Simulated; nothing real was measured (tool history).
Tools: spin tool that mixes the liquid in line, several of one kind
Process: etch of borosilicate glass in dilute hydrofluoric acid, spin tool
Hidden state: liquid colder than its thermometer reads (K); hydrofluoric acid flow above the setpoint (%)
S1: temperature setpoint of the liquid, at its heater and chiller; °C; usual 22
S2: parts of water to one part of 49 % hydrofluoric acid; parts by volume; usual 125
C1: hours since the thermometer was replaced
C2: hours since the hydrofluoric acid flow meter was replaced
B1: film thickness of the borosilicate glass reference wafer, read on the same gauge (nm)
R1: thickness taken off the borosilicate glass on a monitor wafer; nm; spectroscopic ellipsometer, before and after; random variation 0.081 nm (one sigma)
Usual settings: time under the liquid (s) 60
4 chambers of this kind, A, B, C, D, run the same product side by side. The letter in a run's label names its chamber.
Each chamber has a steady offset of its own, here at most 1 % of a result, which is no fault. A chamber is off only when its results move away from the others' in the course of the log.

run 1B day=0.254 | S1=22 S2=125 time_under_the_liquid_(s)=60 | C1=427.2 C2=1088.9 | B1=110.00 | R1=14.3590
run 2D day=0.567 | S1=22 S2=125 time_under_the_liquid_(s)=60 | C1=1131.6 C2=295.1 | B1=110.02 | R1=14.2450
run 3C day=0.800 | S1=22 S2=125 time_under_the_liquid_(s)=60 | C1=874.4 C2=619.7 | B1=110.00 | R1=14.2690
run 4A day=1.054 | S1=22 S2=125 time_under_the_liquid_(s)=60 | C1=258.3 C2=339.3 | B1=110.01 | R1=14.2560
run 5C day=1.400 | S1=22 S2=125 time_under_the_liquid_(s)=60 | C1=888.8 C2=634.1 | B1=110.03 | R1=14.5700
run 6A day=1.588 | S1=22 S2=125 time_under_the_liquid_(s)=60 | C1=271.1 C2=352.1 | B1=109.98 | R1=14.2310
run 7B day=1.746 | S1=22 S2=125 time_under_the_liquid_(s)=60 | C1=463.0 C2=1124.7 | B1=110.00 | R1=14.3340
run 8D day=2.017 | S1=22 S2=125 time_under_the_liquid_(s)=60 | C1=1166.4 C2=329.9 | B1=110.00 | R1=14.1220
run 9A day=2.317 | S1=22 S2=95 time_under_the_liquid_(s)=50 | C1=288.6 C2=369.6 | B1=109.98 | R1=16.1740
run 10B day=2.496 | S1=22 S2=95 time_under_the_liquid_(s)=50 | C1=481.0 C2=1142.7 | B1=109.96 | R1=16.2940
run 11C day=2.858 | S1=22 S2=95 time_under_the_liquid_(s)=50 | C1=923.8 C2=669.1 | B1=109.98 | R1=16.2370
run 12D day=3.125 | S1=22 S2=95 time_under_the_liquid_(s)=50 | C1=1193.0 C2=356.5 | B1=110.01 | R1=16.1630
run 13D day=3.438 | S1=22 S2=125 time_under_the_liquid_(s)=60 | C1=1200.5 C2=364.0 | B1=109.99 | R1=14.1280
run 14B day=3.754 | S1=22 S2=105 time_under_the_liquid_(s)=60 | C1=511.2 C2=1172.9 | B1=110.01 | R1=17.6620
run 15A day=3.950 | S1=22 S2=105 time_under_the_liquid_(s)=60 | C1=327.8 C2=408.8 | B1=109.97 | R1=17.3870
run 16C day=4.183 | S1=22 S2=105 time_under_the_liquid_(s)=60 | C1=955.6 C2=700.9 | B1=110.02 | R1=17.4200
run 17C day=4.429 | S1=22 S2=105 time_under_the_liquid_(s)=60 | C1=961.5 C2=706.8 | B1=110.01 | R1=17.4760
run 18D day=4.592 | S1=22 S2=125 time_under_the_liquid_(s)=60 | C1=1228.2 C2=391.7 | B1=109.96 | R1=14.2790
run 19A day=4.750 | S1=22 S2=175 time_under_the_liquid_(s)=40 | C1=347.0 C2=428.0 | B1=110.02 | R1=6.3602
run 20B day=5.054 | S1=22 S2=175 time_under_the_liquid_(s)=40 | C1=542.4 C2=1204.1 | B1=109.97 | R1=6.7006
run 21B day=5.408 | S1=22 S2=175 time_under_the_liquid_(s)=40 | C1=550.9 C2=1212.6 | B1=110.00 | R1=6.6745
run 22D day=5.758 | S1=22 S2=175 time_under_the_liquid_(s)=40 | C1=1256.2 C2=419.7 | B1=109.98 | R1=6.4398
run 23A day=5.975 | S1=22 S2=125 time_under_the_liquid_(s)=60 | C1=376.4 C2=457.4 | B1=110.04 | R1=14.2620
run 24C day=6.279 | S1=22 S2=125 time_under_the_liquid_(s)=60 | C1=1005.9 C2=751.2 | B1=110.02 | R1=14.2790
run 25B day=6.438 | S1=22 S2=125 time_under_the_liquid_(s)=60 | C1=575.6 C2=1237.3 | B1=110.02 | R1=15.0010
run 26C day=6.733 | S1=22 S2=125 time_under_the_liquid_(s)=60 | C1=1016.8 C2=762.1 | B1=109.99 | R1=14.5060
-- day=6.958 chamber D: hydrofluoric acid flow meter replaced
run 27A day=7.067 | S1=22 S2=125 time_under_the_liquid_(s)=60 | C1=402.6 C2=483.6 | B1=109.99 | R1=14.1420
run 28D day=7.292 | S1=22 S2=125 time_under_the_liquid_(s)=60 | C1=1293.0 C2=8.1 | B1=109.98 | R1=14.0520
run 29B day=7.588 | S1=18 S2=100 time_under_the_liquid_(s)=60 | C1=603.2 C2=1264.9 | B1=109.98 | R1=16.4040
-- day=7.879 chamber D: thermometer replaced
run 30D day=7.883 | S1=18 S2=100 time_under_the_liquid_(s)=60 | C1=0.2 C2=22.3 | B1=110.03 | R1=15.6690
run 31A day=8.158 | S1=18 S2=100 time_under_the_liquid_(s)=60 | C1=428.8 C2=509.8 | B1=110.02 | R1=15.5480
-- day=8.454 chamber C: hydrofluoric acid flow meter replaced
run 32C day=8.508 | S1=18 S2=100 time_under_the_liquid_(s)=60 | C1=1059.4 C2=1.3 | B1=109.99 | R1=15.4620
run 33A day=8.862 | S1=22 S2=125 time_under_the_liquid_(s)=60 | C1=445.7 C2=526.7 | B1=109.98 | R1=14.3290
run 34B day=9.071 | S1=22 S2=155 time_under_the_liquid_(s)=80 | C1=638.8 C2=1300.5 | B1=109.97 | R1=16.0570
run 35D day=9.296 | S1=22 S2=155 time_under_the_liquid_(s)=80 | C1=34.1 C2=56.2 | B1=110.02 | R1=14.6210

What goes on in this fleet: one chamber off, a drifting gauge, or nothing beyond the chambers' own small offsets? Name the chamber and the cause, if any.

Chamber B drifts away from the others.
Cause: hydrofluoric acid flow above the setpoint (%) = 7.51.
The log may not tell that from: liquid hotter than its thermometer reads (K).

Here are 4 candidates for chamber B's next run, each the usual settings with a change, their results left as question marks. Which one brings its results back in line with what the others give on the usual settings?
In line means no further than this from the other chambers' mean on the usual settings: R1 0.2800 nm
run 36B-1 day=9.554 | S1=23 S2=125 time_under_the_liquid_(s)=60 | R1=?
run 36B-2 day=9.554 | S1=22 S2=115 time_under_the_liquid_(s)=60 | R1=?
run 36B-3 day=9.554 | S1=21 S2=125 time_under_the_liquid_(s)=60 | R1=?
run 36B-4 day=9.554 | S1=22 S2=125 time_under_the_liquid_(s)=55 | R1=?

The other chambers' mean on the usual settings: R1 14.2410 nm
run=36B-1 R1=16.1860
run=36B-2 R1=17.0600
run=36B-3 R1=14.9320
run=36B-4 R1=14.2540
36B-4 brings the chamber back in line.
